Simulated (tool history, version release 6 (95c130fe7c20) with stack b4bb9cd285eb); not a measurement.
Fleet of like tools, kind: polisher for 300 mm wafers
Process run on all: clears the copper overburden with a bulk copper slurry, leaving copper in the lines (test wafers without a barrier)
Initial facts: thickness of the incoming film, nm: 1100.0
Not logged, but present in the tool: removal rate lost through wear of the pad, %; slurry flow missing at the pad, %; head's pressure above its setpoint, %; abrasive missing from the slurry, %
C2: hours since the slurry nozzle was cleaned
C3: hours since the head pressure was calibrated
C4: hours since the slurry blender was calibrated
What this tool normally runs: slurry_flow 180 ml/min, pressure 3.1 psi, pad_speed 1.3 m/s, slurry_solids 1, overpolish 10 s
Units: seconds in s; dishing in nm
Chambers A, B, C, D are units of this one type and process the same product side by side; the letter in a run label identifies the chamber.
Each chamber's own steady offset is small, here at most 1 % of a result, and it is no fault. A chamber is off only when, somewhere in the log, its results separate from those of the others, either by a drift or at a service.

run 1B day=0.383 | slurry_flow=180 pressure=3.1 pad_speed=1.3 slurry_solids=1 overpolish=10 | wafers_polished_on_this_pad=329 C2=114.3 C3=247.8 C4=55.3 | seconds=90.085 dishing=72.177
run 2C day=0.729 | slurry_flow=180 pressure=3.1 pad_speed=1.3 slurry_solids=1 overpolish=10 | wafers_polished_on_this_pad=436 C2=293.2 C3=200.5 C4=20.8 | seconds=89.264 dishing=75.294
-- day=0.733 chamber A: worn pad replaced by a new one
run 3A day=1.112 | slurry_flow=180 pressure=3.1 pad_speed=1.3 slurry_solids=1 overpolish=10 | wafers_polished_on_this_pad=97 C2=347.1 C3=610 C4=321 | seconds=89.191 dishing=74.973
run 4D day=1.512 | slurry_flow=180 pressure=3.1 pad_speed=1.3 slurry_solids=1 overpolish=10 | wafers_polished_on_this_pad=517 C2=170.3 C3=384.4 C4=269.7 | seconds=93.243 dishing=72.309
run 5D day=1.954 | slurry_flow=180 pressure=3.1 pad_speed=1.3 slurry_solids=1 overpolish=10 | wafers_polished_on_this_pad=631 C2=180.9 C3=395 C4=280.3 | seconds=90.849 dishing=76.052
-- day=1.958 chamber B: worn pad replaced by a new one
run 6C day=2.242 | slurry_flow=180 pressure=3.1 pad_speed=1.3 slurry_solids=1 overpolish=10 | wafers_polished_on_this_pad=824 C2=329.5 C3=236.8 C4=57.1 | seconds=90.49 dishing=74.551
-- day=2.333 chamber A: slurry blender recalibrated
run 7A day=2.696 | slurry_flow=180 pressure=3.1 pad_speed=1.3 slurry_solids=1 overpolish=10 | wafers_polished_on_this_pad=503 C2=385.1 C3=648 C4=8.7 | seconds=89.939 dishing=69.799
run 8B day=3.258 | slurry_flow=180 pressure=3.1 pad_speed=1.3 slurry_solids=1 overpolish=10 | wafers_polished_on_this_pad=333 C2=183.3 C3=316.8 C4=124.3 | seconds=87.677 dishing=71.956
-- day=3.529 chamber D: worn pad replaced by a new one
run 9B day=3.779 | slurry_flow=180 pressure=3.1 pad_speed=1.3 slurry_solids=1 overpolish=10 | wafers_polished_on_this_pad=467 C2=195.8 C3=329.3 C4=136.8 | seconds=90.099 dishing=72.587
run 10A day=4.325 | slurry_flow=180 pressure=3.1 pad_speed=1.3 slurry_solids=1 overpolish=10 | wafers_polished_on_this_pad=921 C2=424.2 C3=687.1 C4=47.8 | seconds=88.961 dishing=73.7
-- day=4.588 chamber B: worn pad replaced by a new one
-- day=4.775 chamber D: slurry blender recalibrated
run 11D day=4.775 | slurry_flow=180 pressure=3.1 pad_speed=1.3 slurry_solids=1 overpolish=10 | wafers_polished_on_this_pad=320 C2=248.6 C3=462.7 C4=0.1 | seconds=91.751 dishing=71.789
-- day=5 chamber A: head pressure recalibrated
run 12C day=5.092 | slurry_flow=180 pressure=3.1 pad_speed=1.3 slurry_solids=1 overpolish=10 | wafers_polished_on_this_pad=1555 C2=397.9 C3=305.2 C4=125.5 | seconds=91.531 dishing=73.179
run 13C day=5.612 | slurry_flow=180 pressure=3.1 pad_speed=1.3 slurry_solids=1 overpolish=10 | wafers_polished_on_this_pad=1688 C2=410.4 C3=317.7 C4=138 | seconds=89.036 dishing=76.081
-- day=5.617 chamber A: worn pad replaced by a new one
run 14B day=6.029 | slurry_flow=180 pressure=3.1 pad_speed=1.3 slurry_solids=1 overpolish=10 | wafers_polished_on_this_pad=370 C2=249.8 C3=383.3 C4=190.8 | seconds=90.263 dishing=73.309
-- day=6.262 chamber A: slurry nozzle cleaned
run 15A day=6.383 | slurry_flow=180 pressure=3.1 pad_speed=1.3 slurry_solids=1 overpolish=10 | wafers_polished_on_this_pad=197 C2=2.9 C3=33.3 C4=97.2 | seconds=89.546 dishing=72.365
run 16D day=6.817 | slurry_flow=180 pressure=3.1 pad_speed=1.52 slurry_solids=1 overpolish=14 | wafers_polished_on_this_pad=843 C2=297.6 C3=511.7 C4=49.1 | seconds=77.421 dishing=102.95
run 17C day=7.321 | slurry_flow=180 pressure=3.1 pad_speed=1.52 slurry_solids=1 overpolish=14 | wafers_polished_on_this_pad=2126 C2=451.4 C3=358.7 C4=179 | seconds=76.275 dishing=102.78
-- day=7.446 chamber D: worn pad replaced by a new one
-- day=7.588 chamber B: worn pad replaced by a new one
run 18B day=7.638 | slurry_flow=180 pressure=3.1 pad_speed=1.52 slurry_solids=1 overpolish=14 | wafers_polished_on_this_pad=13 C2=288.4 C3=421.9 C4=229.4 | seconds=77.922 dishing=100.33
run 19A day=8.125 | slurry_flow=180 pressure=3.1 pad_speed=1.52 slurry_solids=1 overpolish=14 | wafers_polished_on_this_pad=644 C2=44.7 C3=75.1 C4=139 | seconds=77.782 dishing=101.67
-- day=8.362 chamber C: slurry blender recalibrated
run 20D day=8.542 | slurry_flow=180 pressure=3.1 pad_speed=1.3 slurry_solids=1 overpolish=10 | wafers_polished_on_this_pad=281 C2=339 C3=553.1 C4=90.5 | seconds=89.306 dishing=72.734
-- day=8.646 chamber B: slurry nozzle cleaned
run 21C day=8.908 | slurry_flow=205 pressure=3.1 pad_speed=1.3 slurry_solids=1 overpolish=7 | wafers_polished_on_this_pad=2533 C2=489.5 C3=396.8 C4=13.2 | seconds=91.316 dishing=55.622
-- day=9.05 chamber D: slurry nozzle cleaned
run 22B day=9.396 | slurry_flow=205 pressure=3.1 pad_speed=1.3 slurry_solids=1 overpolish=7 | wafers_polished_on_this_pad=464 C2=18.1 C3=464.1 C4=271.6 | seconds=86.437 dishing=57.025
run 23A day=9.712 | slurry_flow=205 pressure=3.1 pad_speed=1.3 slurry_solids=1 overpolish=7 | wafers_polished_on_this_pad=1051 C2=82.8 C3=113.2 C4=177.1 | seconds=84.289 dishing=57.032
-- day=10.217 chamber B: worn pad replaced by a new one
run 24D day=10.217 | slurry_flow=205 pressure=3.1 pad_speed=1.3 slurry_solids=1 overpolish=7 | wafers_polished_on_this_pad=710 C2=28 C3=593.3 C4=130.7 | seconds=87.726 dishing=53.641
-- day=10.262 chamber B: slurry blender recalibrated
run 25A day=10.504 | slurry_flow=180 pressure=3.1 pad_speed=1.3 slurry_solids=1 overpolish=10 | wafers_polished_on_this_pad=1254 C2=101.8 C3=132.2 C4=196.1 | seconds=88.263 dishing=71.594
-- day=10.55 chamber A: worn pad replaced by a new one
run 26C day=10.833 | slurry_flow=180 pressure=3.1 pad_speed=1.3 slurry_solids=1 overpolish=10 | wafers_polished_on_this_pad=3027 C2=535.7 C3=443 C4=59.4 | seconds=97.115 dishing=69.227
run 27B day=11.138 | slurry_flow=180 pressure=3.1 pad_speed=1.3 slurry_solids=1 overpolish=10 | wafers_polished_on_this_pad=236 C2=59.9 C3=505.9 C4=21 | seconds=90.065 dishing=74.037
run 28D day=11.4 | slurry_flow=180 pressure=3.1 pad_speed=1.3 slurry_solids=1 overpolish=10 | wafers_polished_on_this_pad=1014 C2=56.4 C3=621.7 C4=159.1 | seconds=90.374 dishing=72.114
-- day=11.571 chamber D: worn pad replaced by a new one
run 29C day=11.646 | slurry_flow=180 pressure=3.1 pad_speed=1.3 slurry_solids=1 overpolish=10 | wafers_polished_on_this_pad=3235 C2=555.2 C3=462.5 C4=78.9 | seconds=95.066 dishing=70.603
run 30D day=11.917 | slurry_flow=180 pressure=3.1 pad_speed=1.3 slurry_solids=1 overpolish=10 | wafers_polished_on_this_pad=89 C2=68.8 C3=634.1 C4=171.5 | seconds=88.706 dishing=74.226
run 31A day=12.204 | slurry_flow=180 pressure=3.1 pad_speed=1.3 slurry_solids=1 overpolish=10 | wafers_polished_on_this_pad=424 C2=142.6 C3=173 C4=236.9 | seconds=88.907 dishing=74.667
-- day=12.558 chamber C: slurry nozzle cleaned
run 32B day=12.654 | slurry_flow=180 pressure=3.1 pad_speed=1.3 slurry_solids=1 overpolish=10 | wafers_polished_on_this_pad=625 C2=96.3 C3=542.3 C4=57.4 | seconds=89.168 dishing=73.019
-- day=12.958 chamber B: worn pad replaced by a new one
run 33A day=13.021 | slurry_flow=180 pressure=3.6 pad_speed=1.3 slurry_solids=1 overpolish=10 | wafers_polished_on_this_pad=633 C2=162.2 C3=192.6 C4=256.5 | seconds=76.411 dishing=83.533
run 34D day=13.454 | slurry_flow=180 pressure=3.6 pad_speed=1.3 slurry_solids=1 overpolish=10 | wafers_polished_on_this_pad=483 C2=105.7 C3=671 C4=208.4 | seconds=77.771 dishing=79.769
run 35B day=13.992 | slurry_flow=180 pressure=3.6 pad_speed=1.3 slurry_solids=1 overpolish=10 | wafers_polished_on_this_pad=265 C2=128.4 C3=574.4 C4=89.5 | seconds=75.629 dishing=79.719
run 36C day=14.354 | slurry_flow=180 pressure=3.6 pad_speed=1.3 slurry_solids=1 overpolish=10 | wafers_polished_on_this_pad=3930 C2=43.2 C3=527.5 C4=143.9 | seconds=87.784 dishing=77.027
run 37A day=14.725 | slurry_flow=180 pressure=3.1 pad_speed=1.3 slurry_solids=1 overpolish=10 | wafers_polished_on_this_pad=1070 C2=203.1 C3=233.5 C4=297.4 | seconds=90.205 dishing=73.274

Has any chamber moved away from the others, gradually or after a service, or does the common gauge drift, or do the chambers differ only by their own small steady offsets? State the chamber and the most likely cause if one applies.

Chamber C drifts away from the others.
What lies behind it: removal rate lost through wear of the pad, % = 12.5.
It could be hard to tell apart here from: head's pressure below its setpoint, %.

Below are 4 candidate recipes for chamber C's next run, each the usual settings with a change, their results shown as question marks. Which of them brings C's results back in line with what the other chambers give on the usual settings?
Allowed miss from the other chambers' usual-settings mean, per result, to count as in line: seconds 5 s; dishing 6.1 nm
run 38C-1 day=15.138 | slurry_flow=185 pressure=3.5 pad_speed=1.44 slurry_solids=1 overpolish=10 | seconds=? dishing=?
run 38C-2 day=15.138 | slurry_flow=180 pressure=2.9 pad_speed=1.22 slurry_solids=1 overpolish=10 | seconds=? dishing=?
run 38C-3 day=15.138 | slurry_flow=180 pressure=3.3 pad_speed=1.38 slurry_solids=1 overpolish=10 | seconds=? dishing=?
run 38C-4 day=15.138 | slurry_flow=175 pressure=2.8 pad_speed=1.16 slurry_solids=1 overpolish=10 | seconds=? dishing=?

On the usual settings, the other chambers give on average: seconds 90.241 s; dishing 72.967 nm
run=38C-1 seconds=80.423 dishing=79.047
run=38C-2 seconds=115.37 dishing=59.274
run=38C-3 seconds=89.437 dishing=72.754
run=38C-4 seconds=126.3 dishing=55.038
38C-3 puts the chamber back in line with the other chambers.

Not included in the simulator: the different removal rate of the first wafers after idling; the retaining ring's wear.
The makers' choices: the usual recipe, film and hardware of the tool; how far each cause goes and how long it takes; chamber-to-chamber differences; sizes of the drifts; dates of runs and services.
